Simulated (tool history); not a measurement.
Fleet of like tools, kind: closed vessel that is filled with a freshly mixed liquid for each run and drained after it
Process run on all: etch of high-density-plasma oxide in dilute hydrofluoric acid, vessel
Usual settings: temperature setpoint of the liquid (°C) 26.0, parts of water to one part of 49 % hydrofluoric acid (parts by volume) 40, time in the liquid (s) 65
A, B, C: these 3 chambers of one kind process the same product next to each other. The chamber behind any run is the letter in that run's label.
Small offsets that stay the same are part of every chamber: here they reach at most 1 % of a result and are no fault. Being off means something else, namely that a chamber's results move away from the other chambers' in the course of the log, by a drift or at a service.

run   hour  temperature setpoint of the liquid (°C)  parts of water to one part of 49 % hydrofluoric acid (parts by volume)  time in the liquid (s)  hours since the thermometer was replaced  hours since the hydrofluoric acid flow meter was replaced  read-back film thickness of the high-density-plasma oxide reference wafer, read on the same gauge (nm)  thickness taken off the high-density-plasma oxide on a monitor wafer (Å)
 1A    7.9                                     26.0                                                                      40                      65                                    1755.4                                                      845.3                                                                                                  140.02                                                                   212.370
 2C   14.9                                     26.0                                                                      40                      65                                     798.6                                                     1336.1                                                                                                  140.00                                                                   207.710
 3B   24.4                                     26.0                                                                      40                      65                                     114.0                                                     1017.8                                                                                                  139.98                                                                   208.450
 4C   30.0                                     26.0                                                                      40                      65                                     813.7                                                     1351.2                                                                                                  139.99                                                                   208.350
 5B   35.5                                     26.0                                                                      40                      65                                     125.1                                                     1028.9                                                                                                  139.98                                                                   210.310
 6A   44.1                                     26.0                                                                      40                      65                                    1791.6                                                      881.5                                                                                                  140.01                                                                   208.930
 7B   49.3                                     26.0                                                                      40                      65                                     138.9                                                     1042.7                                                                                                  139.98                                                                   210.000
 8C   59.6                                     26.0                                                                      40                      65                                     843.3                                                     1380.8                                                                                                  139.99                                                                   210.530
 9A   68.5                                     26.0                                                                      40                      65                                    1816.0                                                      905.9                                                                                                  140.02                                                                   211.550
10B   75.9                                     26.0                                                                      40                      65                                     165.5                                                     1069.3                                                                                                  139.97                                                                   208.020
11A   82.5                                     26.0                                                                      50                      35                                    1830.0                                                      919.9                                                                                                  140.00                                                                    90.677
12C   89.1                                     26.0                                                                      50                      35                                     872.8                                                     1410.3                                                                                                  140.03                                                                    88.504
13A   95.3                                     26.0                                                                      50                      35                                    1842.8                                                      932.7                                                                                                  140.00                                                                    89.883
14C  102.1                                     26.0                                                                      40                     100                                     885.8                                                     1423.3                                                                                                  140.02                                                                   320.550
15B  111.3                                     26.0                                                                      40                     100                                     200.9                                                     1104.7                                                                                                  139.98                                                                   320.880
16A  118.9                                     26.0                                                                      40                     100                                    1866.4                                                      956.3                                                                                                  140.00                                                                   328.240
17C  128.7                                     26.0                                                                      40                      65                                     912.4                                                     1449.9                                                                                                  140.02                                                                   203.140
18B  136.0                                     26.0                                                                      40                      65                                     225.6                                                     1129.4                                                                                                  140.01                                                                   208.670
19A  145.2                                     26.0                                                                      40                      85                                    1892.7                                                      982.6                                                                                                  139.99                                                                   272.520
20B  150.2                                     26.0                                                                      40                      85                                     239.8                                                     1143.6                                                                                                  139.99                                                                   273.800
21C  156.8                                     26.0                                                                      40                      85                                     940.5                                                     1478.0                                                                                                  139.99                                                                   267.230
22B  164.5                                     26.0                                                                      40                      65                                     254.1                                                     1157.9                                                                                                  140.00                                                                   210.560
     170.8  -- chamber B: hydrofluoric acid flow meter replaced
23A  174.5                                     26.0                                                                      40                      65                                    1922.0                                                     1011.9                                                                                                  140.01                                                                   208.240
24C  183.3                                     27.5                                                                      40                      90                                     967.0                                                     1504.5                                                                                                  139.98                                                                   300.150
25C  193.2                                     27.5                                                                      40                      90                                     976.9                                                     1514.4                                                                                                  139.99                                                                   295.420
26B  200.5                                     27.5                                                                      40                      90                                     290.1                                                       29.7                                                                                                  140.02                                                                   312.340
27A  209.4                                     26.0                                                                      40                      65                                    1956.9                                                     1046.8                                                                                                  140.00                                                                   210.710
28C  216.0                                     26.0                                                                      40                      65                                     999.7                                                     1537.2                                                                                                  139.99                                                                   197.590
29B  225.5                                     26.0                                                                      40                      65                                     315.1                                                       54.7                                                                                                  140.00                                                                   211.920
30A  235.7                                     26.0                                                                      40                      65                                    1983.2                                                     1073.1                                                                                                  140.06                                                                   209.190
31A  242.1                                     26.0                                                                      40                      65                                    1989.6                                                     1079.5                                                                                                  140.03                                                                   211.070
32C  247.4                                     26.0                                                                      40                      65                                    1031.1                                                     1568.6                                                                                                  140.04                                                                   197.800
33B  253.9                                     26.0                                                                      40                      65                                     343.5                                                       83.1                                                                                                  139.99                                                                   206.910
34A  263.6                                     26.0                                                                      40                      65                                    2011.1                                                     1101.0                                                                                                  139.99                                                                   211.180
35B  273.3                                     28.0                                                                      30                      65                                     362.9                                                      102.5                                                                                                  140.00                                                                   309.770

For the next run the whole fleet of 3 chambers uses the same settings. Give each chamber's results:
36A  280.9                                     26.0                                                                      40                      30                                                                                                                                                                                                                                                                                      ?
36B  280.9                                     26.0                                                                      40                      30                                                                                                                                                                                                                                                                                      ?
36C  280.9                                     26.0                                                                      40                      30                                                                                                                                                                                                                                                                                      ?

run  thickness taken off the high-density-plasma oxide on a monitor wafer (Å)
36A                                                                    97.234
36B                                                                    97.303
36C                                                                    89.778
